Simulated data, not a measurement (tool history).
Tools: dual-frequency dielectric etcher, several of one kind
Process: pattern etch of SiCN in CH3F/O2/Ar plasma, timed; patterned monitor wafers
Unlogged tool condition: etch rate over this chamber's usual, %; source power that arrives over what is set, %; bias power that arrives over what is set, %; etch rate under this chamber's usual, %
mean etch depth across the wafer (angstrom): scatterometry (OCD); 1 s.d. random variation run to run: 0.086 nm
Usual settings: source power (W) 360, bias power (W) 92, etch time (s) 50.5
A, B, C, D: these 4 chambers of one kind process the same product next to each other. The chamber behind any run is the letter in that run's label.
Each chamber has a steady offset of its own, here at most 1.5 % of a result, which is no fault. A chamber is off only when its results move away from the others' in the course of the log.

run,hour,source power (W),bias power (W),etch time (s),hours since the last wet clean,hours since the last source power generator calibration,hours since the last bias power generator calibration,"read-back reference wafer on the same gauge, depth_nm",mean etch depth across the wafer (angstrom)
1A,5,360,92,50.5,440.4,3786.7,1241.5,18.214,198.83
2B,12.9,360,92,50.5,382.8,3511.2,2198.9,18.198,203.61
3D,16.3,360,92,50.5,403.5,1082.2,1058.1,18.185,199.65
# hour 18.6: chamber D: wet clean of the chamber
4C,20.1,360,92,50.5,98,107.9,2616,18.204,197.97
5D,23.6,360,92,50.5,5.1,1089.5,1065.4,18.184,200.32
6C,28.7,410,92,37.5,106.6,116.5,2624.6,18.209,154.55
7A,35.8,410,92,37.5,471.2,3817.5,1272.3,18.193,154.26
8B,39.3,410,92,37.5,409.2,3537.6,2225.3,18.195,155.51
9D,44.6,410,92,37.5,26.1,1110.5,1086.4,18.204,156.19
10B,48.4,360,92,50.5,418.3,3546.7,2234.4,18.207,199.16
11A,52.5,360,92,50.5,487.9,3834.2,1289,18.189,200.42
12C,59.6,360,92,50.5,137.5,147.4,2655.5,18.193,199.46
13B,63.6,360,92,50.5,433.5,3561.9,2249.6,18.209,199.24
14C,70.6,360,92,50.5,148.5,158.4,2666.5,18.177,197.69
15D,75.9,360,92,50.5,57.4,1141.8,1117.7,18.18,201.86
16A,82.7,360,92,50.5,518.1,3864.4,1319.2,18.187,199.96
17A,87.2,360,92,50.5,522.6,3868.9,1323.7,18.197,197.53
18C,92.2,360,92,50.5,170.1,180,2688.1,18.196,197.38
19D,97.3,360,92,50.5,78.8,1163.2,1139.1,18.205,199.32
20B,101.1,290,92,50.5,471,3599.4,2287.1,18.219,183.41
21A,106.4,290,92,50.5,541.8,3888.1,1342.9,18.211,183.92
22D,112,290,92,50.5,93.5,1177.9,1153.8,18.204,184.88
23C,117.7,290,92,50.5,195.6,205.5,2713.6,18.208,182.25
24B,122.3,360,92,50.5,492.2,3620.6,2308.3,18.22,196.63
25C,126.2,360,92,50.5,204.1,214,2722.1,18.208,199.5
26A,133.3,360,92,50.5,568.7,3915,1369.8,18.198,197.67
27B,137.1,360,106,50.5,507,3635.4,2323.1,18.177,208.99
28D,142.4,360,106,50.5,123.9,1208.3,1184.2,18.213,211.97
29D,146.5,360,106,50.5,128,1212.4,1188.3,18.194,209.25
# hour 151: chamber A: wet clean of the chamber
30C,152.8,360,106,50.5,230.7,240.6,2748.7,18.221,209.25
31B,156.6,360,92,50.5,526.5,3654.9,2342.6,18.198,195.78
32A,163.2,330,107,50.5,12.3,3944.9,1399.7,18.197,203.71
33D,170.3,330,107,50.5,151.8,1236.2,1212.1,18.203,205.46
34B,176.1,330,107,50.5,546,3674.4,2362.1,18.196,200.23
35C,182.6,330,107,50.5,260.5,270.4,2778.5,18.213,203.03
36A,188.3,360,92,50.5,37.4,3970,1424.8,18.199,198.83

Read the log: is a single chamber off, either drifting away or since a service, is the gauge that measures every chamber drifting, or is nothing wrong beyond small per-chamber offsets? Name any odd chamber and what most likely caused it.

Little by little, chamber B moves away from the other chambers.
Likeliest cause: etch rate under this chamber's usual, % = 3.25.

Below are 4 candidate recipes for chamber B's next run, each the usual settings with a change, their results shown as question marks. Which of them brings B's results back in line with what the other chambers give on the usual settings?
Allowed miss from the other chambers' usual-settings mean, per result, to count as in line: mean etch depth across the wafer (angstrom) 3
37B-1,194.1,360,87,50.5,,,,,?
37B-2,194.1,360,92,51.5,,,,,?
37B-3,194.1,360,93,52.5,,,,,?
37B-4,194.1,360,92,48,,,,,?

On the usual settings, the other chambers give on average: mean etch depth across the wafer (angstrom) 199.05
run,mean etch depth across the wafer (angstrom)
37B-1,191.18
37B-2,199.04
37B-3,203.72
37B-4,185.51
It is 37B-2 that realigns the chamber with its peers.
